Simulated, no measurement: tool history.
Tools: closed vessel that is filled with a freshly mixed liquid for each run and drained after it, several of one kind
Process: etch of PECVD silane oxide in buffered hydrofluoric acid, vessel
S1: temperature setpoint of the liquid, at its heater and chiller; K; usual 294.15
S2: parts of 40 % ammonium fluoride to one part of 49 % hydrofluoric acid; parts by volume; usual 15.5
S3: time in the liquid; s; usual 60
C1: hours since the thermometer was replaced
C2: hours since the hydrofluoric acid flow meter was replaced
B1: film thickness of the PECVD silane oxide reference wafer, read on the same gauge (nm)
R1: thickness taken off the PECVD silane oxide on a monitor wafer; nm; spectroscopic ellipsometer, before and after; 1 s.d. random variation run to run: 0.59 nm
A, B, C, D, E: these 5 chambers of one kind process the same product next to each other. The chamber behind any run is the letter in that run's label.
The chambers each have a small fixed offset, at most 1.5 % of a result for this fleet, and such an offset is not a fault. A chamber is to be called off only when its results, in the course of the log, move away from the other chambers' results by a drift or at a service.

run   hour      S1    S2  S3      C1      C2      B1      R1
 1A    2.5  294.15  15.5  60  2559.4  1646.3  89.961  167.48
 2E    6.2  294.15  15.5  60  1338.3   601.2  90.001  170.07
 3D   10.3  294.15  15.5  60    14.8   435.1  89.973  168.17
 4B   12.4  294.15  15.5  60  1841.8   140.0  89.938  166.37
 5C   16.7  294.15  15.5  60  1090.3  1259.6  89.968  167.11
 6C   20.0  294.15  15.5  60  1093.6  1262.9  89.992  165.62
 7B   23.3  294.15  15.5  60  1852.7   150.9  90.029  165.11
 8A   26.5  294.15  15.5  60  2583.4  1670.3  89.987  167.74
 9D   29.1  294.15  15.5  60    33.6   453.9  90.016  168.57
10E   31.7  294.15  15.5  60  1363.8   626.7  89.969  167.60
11B   35.6  294.15  15.5  60  1865.0   163.2  90.010  166.04
12D   37.8  294.15  15.5  60    42.3   462.6  89.988  169.36
13E   41.4  294.15  15.5  60  1373.5   636.4  89.990  168.88
14C   44.5  294.15  15.5  60  1118.1  1287.4  90.001  166.38
15A   47.5  294.15  15.5  60  2604.4  1691.3  89.997  167.12
16C   49.5  294.15  15.5  60  1123.1  1292.4  89.996  165.67
17D   52.8  294.15  15.5  60    57.3   477.6  89.986  168.47
18B   56.5  294.15  15.5  60  1885.9   184.1  89.979  165.68
19A   58.6  294.15  15.5  60  2615.5  1702.4  90.015  168.01
20E   62.2  294.15  15.5  60  1394.3   657.2  89.986  168.58
21E   65.7  294.15  15.5  60  1397.8   660.7  90.032  168.30
22B   68.4  294.15  15.5  60  1897.8   196.0  89.989  165.63
23A   72.9  294.15  12.0  85  2629.8  1716.7  90.004  305.18
24C   75.1  294.15  12.0  85  1148.7  1318.0  89.937  299.34
25D   79.4  294.15  12.0  85    83.9   504.2  89.995  307.63
26D   82.2  294.15  12.0  85    86.7   507.0  89.960  307.57
27A   85.1  294.15  12.0  85  2642.0  1728.9  89.975  303.03
28B   89.7  294.15  15.5  60  1919.1   217.3  89.951  165.37
29E   92.3  294.15  15.5  60  1424.4   687.3  89.925  168.42
30C   96.5  292.15  15.5  60  1170.1  1339.4  89.991  146.18
31B   99.6  292.15  15.5  60  1929.0   227.2  90.023  148.36
32D  102.9  292.15  15.5  60   107.4   527.7  89.989  150.69
33C  107.2  292.15  15.5  60  1180.8  1350.1  90.019  146.94
34E  109.6  292.15  15.5  60  1441.7   704.6  90.008  150.76
35A  112.1  294.15  15.5  60  2669.0  1755.9  90.026  167.28
36A  115.4  294.15  15.5  60  2672.3  1759.2  89.965  169.22
37C  119.2  294.15  15.5  60  1192.8  1362.1  89.972  163.05
38E  121.3  294.15  15.5  60  1453.4   716.3  89.976  169.15
39B  125.3  294.15  15.5  60  1954.7   252.9  89.998  167.33
40D  128.9  294.15  15.5  60   133.4   553.7  89.996  168.48
41B  131.4  294.15  15.5  60  1960.8   259.0  90.020  165.64

Each of the 5 chambers runs these same settings next. Fill in every chamber's results:
42A  134.7  294.15  15.5  60               ?
42B  134.7  294.15  15.5  60               ?
42C  134.7  294.15  15.5  60               ?
42D  134.7  294.15  15.5  60               ?
42E  134.7  294.15  15.5  60               ?

run      R1
42A  167.60
42B  165.57
42C  162.97
42D  168.68
42E  169.36
